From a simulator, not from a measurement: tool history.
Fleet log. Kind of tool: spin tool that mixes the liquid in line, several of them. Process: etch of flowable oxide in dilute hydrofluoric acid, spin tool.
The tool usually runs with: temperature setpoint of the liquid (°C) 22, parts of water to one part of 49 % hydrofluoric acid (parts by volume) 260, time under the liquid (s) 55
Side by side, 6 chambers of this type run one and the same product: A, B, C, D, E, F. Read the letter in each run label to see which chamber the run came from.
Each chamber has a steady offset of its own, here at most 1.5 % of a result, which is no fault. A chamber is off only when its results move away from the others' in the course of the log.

| run | day | temperature setpoint of the liquid (°C) | parts of water to one part of 49 % hydrofluoric acid (parts by volume) | time under the liquid (s) | hours since the thermometer was replaced | hours since the hydrofluoric acid flow meter was replaced | read-back film thickness of the flowable oxide reference wafer, read on the same gauge (nm) | thickness taken off the flowable oxide on a monitor wafer (angstrom) |
|---|---|---|---|---|---|---|---|---|
| 1D | 0.417 | 22 | 260 | 55 | 326.3 | 585.4 | 39.978 | 101.67 |
| 2A | 0.625 | 22 | 260 | 55 | 932.7 | 772.6 | 39.965 | 101.94 |
| 3E | 0.933 | 22 | 260 | 55 | 717.5 | 392.1 | 40.017 | 104.27 |
| 4C | 1.242 | 22 | 260 | 55 | 914.3 | 696.1 | 39.975 | 102.44 |
| 5B | 1.625 | 22 | 260 | 55 | 571.9 | 687.3 | 40.006 | 102.66 |
| 6F | 1.983 | 22 | 260 | 55 | 1260.2 | 194.8 | 40.009 | 103.99 |
| 7C | 2.442 | 22 | 260 | 55 | 943.1 | 724.9 | 39.979 | 102.66 |
| 8A | 2.654 | 22 | 260 | 55 | 981.4 | 821.3 | 40.001 | 102.06 |
| 9F | 2.917 | 22 | 260 | 55 | 1282.6 | 217.2 | 39.985 | 102.34 |
| 10E | 3.208 | 22 | 260 | 55 | 772.1 | 446.7 | 40.006 | 103.1 |
| 11D | 3.654 | 22 | 260 | 70 | 404 | 663.1 | 40.011 | 127.65 |
|  | 3.779 | chamber B: hydrofluoric acid flow meter replaced |
| 12B | 3.912 | 22 | 260 | 70 | 626.8 | 3.2 | 40.004 | 132.23 |
| 13B | 4.25 | 22 | 260 | 70 | 634.9 | 11.3 | 39.987 | 131.89 |
| 14E | 4.504 | 22 | 260 | 70 | 803.2 | 477.8 | 39.989 | 134.75 |
| 15F | 4.725 | 22 | 260 | 70 | 1326 | 260.6 | 40.002 | 129.43 |
| 16C | 5.133 | 22 | 260 | 70 | 1007.7 | 789.5 | 39.989 | 128.94 |
| 17A | 5.392 | 22 | 260 | 55 | 1047.1 | 887 | 40.023 | 104.15 |
| 18D | 5.829 | 22 | 260 | 55 | 456.2 | 715.3 | 40.046 | 100.07 |
| 19A | 6.062 | 22 | 260 | 55 | 1063.2 | 903.1 | 40.015 | 104.05 |
| 20E | 6.429 | 17.5 | 260 | 55 | 849.4 | 524 | 39.991 | 87.101 |
| 21C | 6.712 | 17.5 | 260 | 55 | 1045.6 | 827.4 | 40.018 | 86.651 |
| 22D | 7.171 | 17.5 | 260 | 55 | 488.4 | 747.5 | 40.027 | 84.538 |
| 23F | 7.483 | 17.5 | 260 | 55 | 1392.2 | 326.8 | 40.018 | 87.385 |
| 24B | 7.854 | 17.5 | 260 | 55 | 721.4 | 97.8 | 39.995 | 88.17 |
| 25D | 8.154 | 17.5 | 260 | 55 | 512 | 771.1 | 40.028 | 82.592 |
|  | 8.358 | chamber F: thermometer replaced |
|  | 8.5 | chamber A: hydrofluoric acid flow meter replaced |
| 26C | 8.571 | 22 | 260 | 55 | 1090.2 | 872 | 40.008 | 101.06 |
| 27A | 8.975 | 22 | 260 | 55 | 1133.1 | 11.5 | 39.999 | 101.34 |
| 28E | 9.333 | 22 | 260 | 55 | 919.1 | 593.7 | 39.976 | 104.35 |
| 29F | 9.75 | 22 | 260 | 55 | 33.4 | 381.2 | 39.989 | 102.22 |
| 30B | 10.012 | 22 | 260 | 55 | 773.2 | 149.6 | 39.987 | 102.8 |
| 31E | 10.262 | 22 | 260 | 55 | 941.4 | 616 | 39.995 | 103.53 |
| 32B | 10.717 | 22 | 260 | 55 | 790.1 | 166.5 | 40.002 | 104.92 |
| 33A | 11.058 | 22 | 260 | 55 | 1183.1 | 61.5 | 40.026 | 103.01 |
|  | 11.112 | chamber F: hydrofluoric acid flow meter replaced |
| 34C | 11.496 | 22 | 260 | 55 | 1160.4 | 942.2 | 40.013 | 105.12 |
| 35D | 11.929 | 17 | 260 | 55 | 602.6 | 861.7 | 39.993 | 80.912 |
|  | 12.212 | chamber E: hydrofluoric acid flow meter replaced |
| 36F | 12.358 | 17 | 260 | 55 | 96 | 29.9 | 39.99 | 85.167 |
| 37E | 12.592 | 17 | 260 | 55 | 997.3 | 9.2 | 39.994 | 85.55 |
| 38F | 12.938 | 17 | 260 | 55 | 109.9 | 43.8 | 40.022 | 86.879 |
| 39A | 13.358 | 17 | 260 | 55 | 1238.3 | 116.7 | 39.986 | 87.491 |
| 40C | 13.738 | 17 | 260 | 55 | 1214.2 | 996 | 39.997 | 84.536 |
| 41B | 14.125 | 25 | 260 | 55 | 871.9 | 248.3 | 39.978 | 115.79 |
| 42D | 14.442 | 25 | 260 | 55 | 662.9 | 922 | 40 | 105.55 |

All 6 chambers run these settings next. Forecast each chamber's results:
| 43A | 14.771 | 22 | 370 | 55 |  |  |  | ? |
| 43B | 14.771 | 22 | 370 | 55 |  |  |  | ? |
| 43C | 14.771 | 22 | 370 | 55 |  |  |  | ? |
| 43D | 14.771 | 22 | 370 | 55 |  |  |  | ? |
| 43E | 14.771 | 22 | 370 | 55 |  |  |  | ? |
| 43F | 14.771 | 22 | 370 | 55 |  |  |  | ? |

| run | thickness taken off the flowable oxide on a monitor wafer (angstrom) |
|---|---|
| 43A | 65.131 |
| 43B | 65.633 |
| 43C | 65.035 |
| 43D | 59.438 |
| 43E | 66.734 |
| 43F | 66.321 |
